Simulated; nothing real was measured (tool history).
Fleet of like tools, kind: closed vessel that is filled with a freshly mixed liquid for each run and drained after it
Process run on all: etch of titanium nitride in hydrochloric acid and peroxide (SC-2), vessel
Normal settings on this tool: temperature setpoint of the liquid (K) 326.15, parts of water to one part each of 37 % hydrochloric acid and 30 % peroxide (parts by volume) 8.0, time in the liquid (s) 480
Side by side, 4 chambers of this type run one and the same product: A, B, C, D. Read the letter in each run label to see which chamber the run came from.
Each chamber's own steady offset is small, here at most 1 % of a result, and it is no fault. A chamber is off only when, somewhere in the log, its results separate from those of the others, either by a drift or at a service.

| run | hour | temperature setpoint of the liquid (K) | parts of water to one part each of 37 % hydrochloric acid and 30 % peroxide (parts by volume) | time in the liquid (s) | read-back film thickness of the titanium nitride reference wafer, read on the same gauge (nm) | thickness taken off the titanium nitride on a monitor wafer (nm) |
|---|---|---|---|---|---|---|
| 1C | 13.5 | 326.15 | 8.0 | 480 | 40.020 | 17.5190 |
| 2B | 22.5 | 326.15 | 8.0 | 480 | 39.960 | 17.5500 |
| 3A | 28.9 | 326.15 | 8.0 | 480 | 40.010 | 17.3260 |
| 4D | 38.7 | 326.15 | 8.0 | 480 | 39.982 | 17.6910 |
| 5C | 50.5 | 326.15 | 11.5 | 700 | 39.957 | 19.0100 |
| 6A | 60.5 | 326.15 | 11.5 | 700 | 39.962 | 18.4510 |
| 7D | 67.7 | 326.15 | 11.5 | 700 | 39.989 | 18.7670 |
| 8B | 81.1 | 326.15 | 11.5 | 700 | 39.951 | 18.8580 |
| 9C | 89.2 | 326.15 | 8.0 | 480 | 40.015 | 17.6060 |
|  | 98.3 | chamber C: thermometer replaced |
| 10A | 100.5 | 326.15 | 8.0 | 480 | 39.983 | 17.5110 |
| 11B | 114.7 | 326.15 | 8.0 | 480 | 39.970 | 17.4510 |
| 12D | 123.2 | 319.65 | 8.0 | 480 | 40.036 | 11.3350 |
| 13B | 133.9 | 319.65 | 8.0 | 480 | 39.986 | 11.4410 |
| 14C | 141.9 | 319.65 | 8.0 | 480 | 39.984 | 11.3420 |
| 15A | 149.5 | 319.65 | 8.0 | 480 | 40.006 | 11.0410 |
| 16D | 156.7 | 326.15 | 8.0 | 480 | 39.988 | 17.4920 |
| 17D | 168.3 | 326.15 | 8.0 | 480 | 39.989 | 17.2680 |
| 18A | 175.7 | 326.15 | 8.0 | 480 | 40.037 | 17.2880 |
| 19C | 189.1 | 317.15 | 8.0 | 655 | 40.006 | 13.0980 |
| 20B | 197.0 | 317.15 | 8.0 | 655 | 40.023 | 12.9790 |
| 21C | 209.3 | 317.15 | 8.0 | 655 | 40.040 | 13.1520 |
| 22B | 216.4 | 317.15 | 8.0 | 655 | 40.013 | 13.1410 |
| 23D | 223.2 | 326.15 | 8.0 | 480 | 40.009 | 17.3800 |
| 24A | 237.0 | 326.15 | 8.0 | 480 | 40.056 | 17.5850 |
| 25B | 250.9 | 326.15 | 8.0 | 480 | 40.018 | 17.5730 |
| 26C | 262.7 | 326.15 | 8.0 | 480 | 40.008 | 17.5840 |
| 27A | 271.7 | 326.15 | 8.0 | 480 | 39.984 | 17.3020 |
| 28D | 280.2 | 321.65 | 8.0 | 255 | 39.993 | 6.6626 |
| 29D | 292.6 | 321.65 | 8.0 | 255 | 40.004 | 6.6385 |
| 30B | 305.5 | 321.65 | 8.0 | 255 | 40.034 | 6.9168 |
| 31A | 316.0 | 321.65 | 8.0 | 255 | 39.974 | 6.7591 |
| 32C | 324.0 | 326.15 | 6.0 | 480 | 40.000 | 21.8320 |
| 33A | 337.2 | 326.15 | 6.0 | 480 | 40.001 | 21.6880 |
| 34C | 352.0 | 326.15 | 6.0 | 480 | 39.961 | 22.0810 |
| 35D | 360.7 | 326.15 | 6.0 | 480 | 40.010 | 20.7500 |
| 36B | 371.9 | 326.15 | 8.0 | 480 | 40.059 | 17.4340 |
| 37B | 381.2 | 326.15 | 8.0 | 480 | 40.031 | 17.4980 |
| 38A | 390.8 | 326.15 | 6.0 | 480 | 40.008 | 21.7350 |

Has any chamber moved away from the others, gradually or after a service, or does the common gauge drift, or do the chambers differ only by their own small steady offsets? State the chamber and the most likely cause if one applies.

It is chamber D that slowly wanders off from its peers.
Cause: peroxide weaker than its label (%) = 6.84.
With only this log, it may be confused with: liquid colder than its thermometer reads (K); chemicals flow below the setpoint (%).

Which of the 4 candidates below, each the usual settings with something changed and its results left as question marks, puts chamber D back in line with what the other chambers give on the usual settings?
Counts as in line when no further than this from what the other chambers average on the usual settings: thickness taken off the titanium nitride on a monitor wafer (nm) 0.4400
| 39D-1 | 401.5 | 326.65 | 8.0 | 490 |  | ? |
| 39D-2 | 401.5 | 327.65 | 8.0 | 480 |  | ? |
| 39D-3 | 401.5 | 326.15 | 8.5 | 450 |  | ? |
| 39D-4 | 401.5 | 326.15 | 8.0 | 455 |  | ? |

Average result of the remaining chambers running the usual settings: thickness taken off the titanium nitride on a monitor wafer (nm) 17.5090
| run | thickness taken off the titanium nitride on a monitor wafer (nm) |
|---|---|
| 39D-1 | 17.3500 |
| 39D-2 | 18.1500 |
| 39D-3 | 14.6670 |
| 39D-4 | 15.5830 |
39D-1 puts the chamber back in line with the other chambers.
